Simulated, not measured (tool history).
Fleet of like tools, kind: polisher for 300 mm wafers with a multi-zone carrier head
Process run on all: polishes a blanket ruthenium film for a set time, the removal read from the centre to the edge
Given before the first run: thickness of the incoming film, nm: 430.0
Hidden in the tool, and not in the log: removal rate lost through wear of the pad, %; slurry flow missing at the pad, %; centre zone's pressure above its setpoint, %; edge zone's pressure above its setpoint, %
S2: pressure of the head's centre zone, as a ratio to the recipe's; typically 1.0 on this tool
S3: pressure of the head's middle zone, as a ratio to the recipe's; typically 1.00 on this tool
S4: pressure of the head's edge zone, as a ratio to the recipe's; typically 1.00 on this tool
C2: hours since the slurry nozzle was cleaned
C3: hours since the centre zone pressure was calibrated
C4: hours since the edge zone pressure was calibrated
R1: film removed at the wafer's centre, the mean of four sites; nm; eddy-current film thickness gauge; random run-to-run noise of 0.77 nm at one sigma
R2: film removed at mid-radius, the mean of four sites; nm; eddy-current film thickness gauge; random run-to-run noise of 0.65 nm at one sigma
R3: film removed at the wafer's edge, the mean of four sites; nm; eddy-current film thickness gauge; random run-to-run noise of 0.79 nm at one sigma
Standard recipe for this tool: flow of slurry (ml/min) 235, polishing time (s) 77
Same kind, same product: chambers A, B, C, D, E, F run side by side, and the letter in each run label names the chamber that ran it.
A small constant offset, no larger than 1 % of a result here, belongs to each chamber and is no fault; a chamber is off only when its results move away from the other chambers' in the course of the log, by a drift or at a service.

Run 1E, hour 5.9: usual settings; wafers polished on this pad 847; C2 557.4; C3 468.0; C4 1344.4. Result: R1 88.138 nm, R2 87.363 nm, R3 87.089 nm.
Run 2A, hour 13.3: usual settings; wafers polished on this pad 686; C2 803.8; C3 893.4; C4 308.2. Result: R1 89.035 nm, R2 86.193 nm, R3 89.074 nm.
Run 3B, hour 18.0: usual settings; wafers polished on this pad 716; C2 235.6; C3 357.6; C4 52.8. Result: R1 87.373 nm, R2 87.729 nm, R3 86.872 nm.
At hour 22.7: chamber F: slurry nozzle cleaned.
At hour 24.2: chamber C: worn pad replaced by a new one.
Run 4C, hour 24.5: usual settings; wafers polished on this pad 2; C2 243.6; C3 225.9; C4 195.8. Result: R1 86.861 nm, R2 88.649 nm, R3 87.712 nm.
Run 5F, hour 30.0: usual settings; wafers polished on this pad 655; C2 7.4; C3 132.1; C4 531.6. Result: R1 87.600 nm, R2 86.667 nm, R3 84.492 nm.
Run 6D, hour 36.4: usual settings; wafers polished on this pad 267; C2 358.3; C3 603.3; C4 161.4. Result: R1 87.137 nm, R2 88.304 nm, R3 85.870 nm.
Run 7E, hour 42.3: usual settings; wafers polished on this pad 1090; C2 593.8; C3 504.4; C4 1380.8. Result: R1 87.276 nm, R2 88.158 nm, R3 86.329 nm.
Run 8D, hour 50.0: usual settings; wafers polished on this pad 358; C2 371.9; C3 616.9; C4 175.0. Result: R1 85.585 nm, R2 86.288 nm, R3 85.475 nm.
Run 9F, hour 57.6: usual settings; wafers polished on this pad 840; C2 35.0; C3 159.7; C4 559.2. Result: R1 86.591 nm, R2 86.809 nm, R3 86.079 nm.
At hour 62.6: chamber B: centre zone pressure recalibrated.
Run 10C, hour 65.5: usual settings; wafers polished on this pad 276; C2 284.6; C3 266.9; C4 236.8. Result: R1 86.929 nm, R2 87.985 nm, R3 85.792 nm.
At hour 66.5: chamber D: slurry nozzle cleaned.
Run 11B, hour 73.1: usual settings; wafers polished on this pad 1085; C2 290.7; C3 10.6; C4 107.9. Result: R1 87.801 nm, R2 88.429 nm, R3 87.982 nm.
At hour 77.1: chamber A: slurry nozzle cleaned.
At hour 77.6: chamber F: worn pad replaced by a new one.
At hour 78.2: chamber E: edge zone pressure recalibrated.
At hour 80.8: chamber D: centre zone pressure recalibrated.
Run 12A, hour 81.0: usual settings; wafers polished on this pad 1139; C2 4.0; C3 961.1; C4 375.9. Result: R1 88.363 nm, R2 86.399 nm, R3 87.992 nm.
Run 13A, hour 88.8: usual settings but S4 0.96; wafers polished on this pad 1192; C2 11.8; C3 968.9; C4 383.7. Result: R1 87.198 nm, R2 85.842 nm, R3 86.457 nm.
At hour 92.7: chamber E: worn pad replaced by a new one.
At hour 94.5: chamber A: worn pad replaced by a new one.
Run 14D, hour 95.7: usual settings but S4 0.96; wafers polished on this pad 664; C2 29.2; C3 15.0; C4 220.7. Result: R1 87.104 nm, R2 86.467 nm, R3 84.741 nm.
Run 15E, hour 100.3: usual settings but S4 0.96; wafers polished on this pad 51; C2 651.8; C3 562.4; C4 22.1. Result: R1 87.516 nm, R2 87.833 nm, R3 86.072 nm.
At hour 103.9: chamber B: worn pad replaced by a new one.
At hour 104.0: chamber D: worn pad replaced by a new one.
Run 16B, hour 106.1: usual settings but S4 0.96; wafers polished on this pad 15; C2 323.7; C3 43.6; C4 140.9. Result: R1 85.566 nm, R2 88.255 nm, R3 85.098 nm.
Run 17C, hour 111.8: usual settings but S4 0.96; wafers polished on this pad 587; C2 330.9; C3 313.2; C4 283.1. Result: R1 85.864 nm, R2 85.932 nm, R3 84.615 nm.
Run 18F, hour 119.9: usual settings but S4 0.96; wafers polished on this pad 283; C2 97.3; C3 222.0; C4 621.5. Result: R1 89.704 nm, R2 87.579 nm, R3 84.365 nm.
Run 19A, hour 124.8: usual settings; wafers polished on this pad 203; C2 47.8; C3 1004.9; C4 419.7. Result: R1 86.587 nm, R2 87.534 nm, R3 88.349 nm.
At hour 129.4: chamber C: worn pad replaced by a new one.
Run 20F, hour 132.0: usual settings; wafers polished on this pad 364; C2 109.4; C3 234.1; C4 633.6. Result: R1 90.384 nm, R2 88.972 nm, R3 86.543 nm.
Run 21C, hour 139.4: usual settings; wafers polished on this pad 67; C2 358.5; C3 340.8; C4 310.7. Result: R1 86.474 nm, R2 86.960 nm, R3 85.527 nm.
Run 22E, hour 146.2: usual settings; wafers polished on this pad 358; C2 697.7; C3 608.3; C4 68.0. Result: R1 87.703 nm, R2 87.263 nm, R3 87.120 nm.
Run 23D, hour 155.1: usual settings; wafers polished on this pad 342; C2 88.6; C3 74.4; C4 280.1. Result: R1 85.003 nm, R2 86.378 nm, R3 88.067 nm.
Run 24B, hour 161.0: usual settings; wafers polished on this pad 383; C2 378.6; C3 98.5; C4 195.8. Result: R1 87.214 nm, R2 88.028 nm, R3 87.880 nm.
Run 25D, hour 169.4: usual settings; wafers polished on this pad 438; C2 102.9; C3 88.7; C4 294.4. Result: R1 87.419 nm, R2 86.342 nm, R3 87.884 nm.
Run 26A, hour 177.3: usual settings; wafers polished on this pad 555; C2 100.3; C3 1057.4; C4 472.2. Result: R1 87.059 nm, R2 86.882 nm, R3 87.087 nm.
Run 27F, hour 181.3: usual settings; wafers polished on this pad 694; C2 158.7; C3 283.4; C4 682.9. Result: R1 92.742 nm, R2 87.307 nm, R3 86.610 nm.
Run 28C, hour 189.1: usual settings but S2 0.9, S3 1.09; wafers polished on this pad 400; C2 408.2; C3 390.5; C4 360.4. Result: R1 77.097 nm, R2 95.636 nm, R3 87.627 nm.
At hour 192.4: chamber D: worn pad replaced by a new one.
Run 29E, hour 195.4: usual settings but S2 0.9, S3 1.09; wafers polished on this pad 688; C2 746.9; C3 657.5; C4 117.2. Result: R1 77.864 nm, R2 94.164 nm, R3 88.654 nm.
Run 30B, hour 203.8: usual settings but S2 0.9, S3 1.09; wafers polished on this pad 669; C2 421.4; C3 141.3; C4 238.6. Result: R1 77.993 nm, R2 95.214 nm, R3 88.072 nm.
At hour 206.0: chamber E: slurry nozzle cleaned.
Run 31F, hour 210.2: usual settings but S2 0.9, S3 1.09; wafers polished on this pad 888; C2 187.6; C3 312.3; C4 711.8. Result: R1 84.473 nm, R2 94.568 nm, R3 88.060 nm.
At hour 215.4: chamber C: worn pad replaced by a new one.
Run 32B, hour 216.7: usual settings but S2 0.9, S3 1.09; wafers polished on this pad 756; C2 434.3; C3 154.2; C4 251.5. Result: R1 79.477 nm, R2 95.544 nm, R3 86.573 nm.
Run 33A, hour 225.5: usual settings but S2 0.9, S3 1.09; wafers polished on this pad 878; C2 148.5; C3 1105.6; C4 520.4. Result: R1 77.735 nm, R2 93.712 nm, R3 86.620 nm.
Run 34D, hour 230.7: usual settings; wafers polished on this pad 256; C2 164.2; C3 150.0; C4 355.7. Result: R1 85.987 nm, R2 85.863 nm, R3 86.689 nm.
At hour 233.5: chamber C: slurry nozzle cleaned.
Run 35C, hour 235.0: usual settings; wafers polished on this pad 131; C2 1.5; C3 436.4; C4 406.3. Result: R1 86.163 nm, R2 87.926 nm, R3 86.086 nm.
Run 36E, hour 241.1: usual settings; wafers polished on this pad 994; C2 35.1; C3 703.2; C4 162.9. Result: R1 88.767 nm, R2 86.567 nm, R3 88.555 nm.
Run 37E, hour 245.2: usual settings; wafers polished on this pad 1021; C2 39.2; C3 707.3; C4 167.0. Result: R1 86.244 nm, R2 86.403 nm, R3 88.211 nm.
Run 38C, hour 252.4: usual settings; wafers polished on this pad 248; C2 18.9; C3 453.8; C4 423.7. Result: R1 87.536 nm, R2 87.190 nm, R3 86.900 nm.

One chamber off, gauge drift, or nothing amiss beyond the chambers' own small offsets? If it is a chamber, which one, and what is the likeliest cause?

It is chamber F that slowly wanders off from its peers.
Most likely cause: centre zone's pressure above its setpoint, % = 9.19.

Here are 4 candidates for chamber F's next run, each the usual settings with a change, their results left as question marks. Which one brings its results back in line with what the others give on the usual settings?
Maximum distance from the other chambers' mean on the usual settings for a result to count as in line: R1 2.700 nm; R2 2.300 nm; R3 2.800 nm
Run 39F-1, hour 258.9: usual settings but flow of slurry (ml/min) 240, S2 1.08, S3 0.99, S4 0.97. Result: R1 ?, R2 ?, R3 ?.
Run 39F-2, hour 258.9: usual settings but flow of slurry (ml/min) 225, S2 0.86, S3 1.02, S4 1.05, polishing time (s) 76. Result: R1 ?, R2 ?, R3 ?.
Run 39F-3, hour 258.9: usual settings but flow of slurry (ml/min) 245, S2 1.15, S3 0.98, S4 0.94, polishing time (s) 78. Result: R1 ?, R2 ?, R3 ?.
Run 39F-4, hour 258.9: usual settings but flow of slurry (ml/min) 230, S2 0.92, S3 1.01, S4 1.03. Result: R1 ?, R2 ?, R3 ?.

On the usual settings, the other chambers give on average: R1 87.167 nm; R2 87.260 nm; R3 87.256 nm
  run       R1      R2      R3
39F-1  104.810  86.421  85.256
39F-2   80.162  87.106  87.150
39F-3  113.850  86.902  85.159
39F-4   87.669  87.662  87.596
Change 39F-4 lands the chamber within the allowed miss of the other chambers.

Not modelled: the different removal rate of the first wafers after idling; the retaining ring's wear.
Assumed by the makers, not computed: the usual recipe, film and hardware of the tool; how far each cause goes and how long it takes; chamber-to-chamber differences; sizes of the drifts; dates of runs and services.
